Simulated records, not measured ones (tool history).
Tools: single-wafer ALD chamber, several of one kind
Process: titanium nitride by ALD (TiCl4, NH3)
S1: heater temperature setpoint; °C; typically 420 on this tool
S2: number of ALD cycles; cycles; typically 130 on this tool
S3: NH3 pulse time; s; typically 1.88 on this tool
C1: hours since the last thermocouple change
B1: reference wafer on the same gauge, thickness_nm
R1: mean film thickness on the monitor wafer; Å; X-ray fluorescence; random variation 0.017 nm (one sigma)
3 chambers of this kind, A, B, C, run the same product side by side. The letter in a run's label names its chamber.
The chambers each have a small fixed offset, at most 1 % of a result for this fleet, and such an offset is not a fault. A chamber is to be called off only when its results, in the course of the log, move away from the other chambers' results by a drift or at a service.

Run 1C, hour 10.9: usual settings; C1 526.1; B1 3.4019. Result: R1 28.762 Å.
Run 2A, hour 17.8: usual settings; C1 656.6; B1 3.4002. Result: R1 28.561 Å.
Run 3B, hour 30.7: usual settings; C1 1526.8; B1 3.3953. Result: R1 28.846 Å.
Run 4A, hour 41.2: usual settings; C1 680.0; B1 3.4048. Result: R1 28.610 Å.
Run 5B, hour 51.0: usual settings; C1 1547.1; B1 3.4015. Result: R1 28.369 Å.
Run 6C, hour 61.2: usual settings; C1 576.4; B1 3.4017. Result: R1 29.031 Å.
Run 7B, hour 74.8: usual settings; C1 1570.9; B1 3.3996. Result: R1 28.241 Å.
Run 8C, hour 80.9: usual settings; C1 596.1; B1 3.3976. Result: R1 29.072 Å.
Run 9A, hour 93.7: usual settings; C1 732.5; B1 3.3999. Result: R1 28.469 Å.
Run 10B, hour 106.4: usual settings but S1 430 °C, S2 105 cycles; C1 1602.5; B1 3.4008. Result: R1 23.184 Å.
Run 11A, hour 114.4: usual settings but S1 430 °C, S2 105 cycles; C1 753.2; B1 3.4012. Result: R1 23.357 Å.
Run 12C, hour 120.9: usual settings but S1 430 °C, S2 105 cycles; C1 636.1; B1 3.3989. Result: R1 23.238 Å.
Run 13A, hour 127.8: usual settings; C1 766.6; B1 3.3972. Result: R1 28.615 Å.
Run 14B, hour 136.4: usual settings; C1 1632.5; B1 3.3977. Result: R1 28.623 Å.
Run 15C, hour 145.0: usual settings; C1 660.2; B1 3.4057. Result: R1 29.073 Å.
Run 16B, hour 155.8: usual settings; C1 1651.9; B1 3.4015. Result: R1 28.298 Å.
Run 17C, hour 169.4: usual settings; C1 684.6; B1 3.4025. Result: R1 28.810 Å.
Run 18A, hour 181.0: usual settings but S3 2.37 s; C1 819.8; B1 3.4049. Result: R1 28.729 Å.
Run 19A, hour 190.9: usual settings but S3 2.37 s; C1 829.7; B1 3.4042. Result: R1 28.574 Å.
Run 20B, hour 200.1: usual settings but S3 2.37 s; C1 1696.2; B1 3.3939. Result: R1 28.789 Å.
Run 21C, hour 212.7: usual settings but S2 122 cycles; C1 727.9; B1 3.3998. Result: R1 27.105 Å.
Run 22B, hour 224.4: usual settings but S2 122 cycles; C1 1720.5; B1 3.4000. Result: R1 26.783 Å.
Run 23C, hour 237.7: usual settings but S2 122 cycles; C1 752.9; B1 3.4025. Result: R1 27.275 Å.
Run 24A, hour 248.8: usual settings; C1 887.6; B1 3.4019. Result: R1 28.550 Å.
Run 25A, hour 255.0: usual settings; C1 893.8; B1 3.4053. Result: R1 28.498 Å.
Run 26C, hour 262.9: usual settings; C1 778.1; B1 3.4006. Result: R1 28.673 Å.
Run 27B, hour 270.0: usual settings; C1 1766.1; B1 3.4055. Result: R1 28.392 Å.
Run 28A, hour 277.3: usual settings; C1 916.1; B1 3.3974. Result: R1 28.817 Å.
Run 29C, hour 288.9: usual settings; C1 804.1; B1 3.4000. Result: R1 29.113 Å.
Run 30B, hour 300.9: usual settings; C1 1797.0; B1 3.3969. Result: R1 28.645 Å.
Run 31B, hour 313.7: usual settings; C1 1809.8; B1 3.4030. Result: R1 28.206 Å.

Has any chamber moved away from the others, gradually or after a service, or does the common gauge drift, or do the chambers differ only by their own small steady offsets? State the chamber and the most likely cause if one applies.

All chambers stay in line apart from their small fixed offsets, and the gauge does not drift.
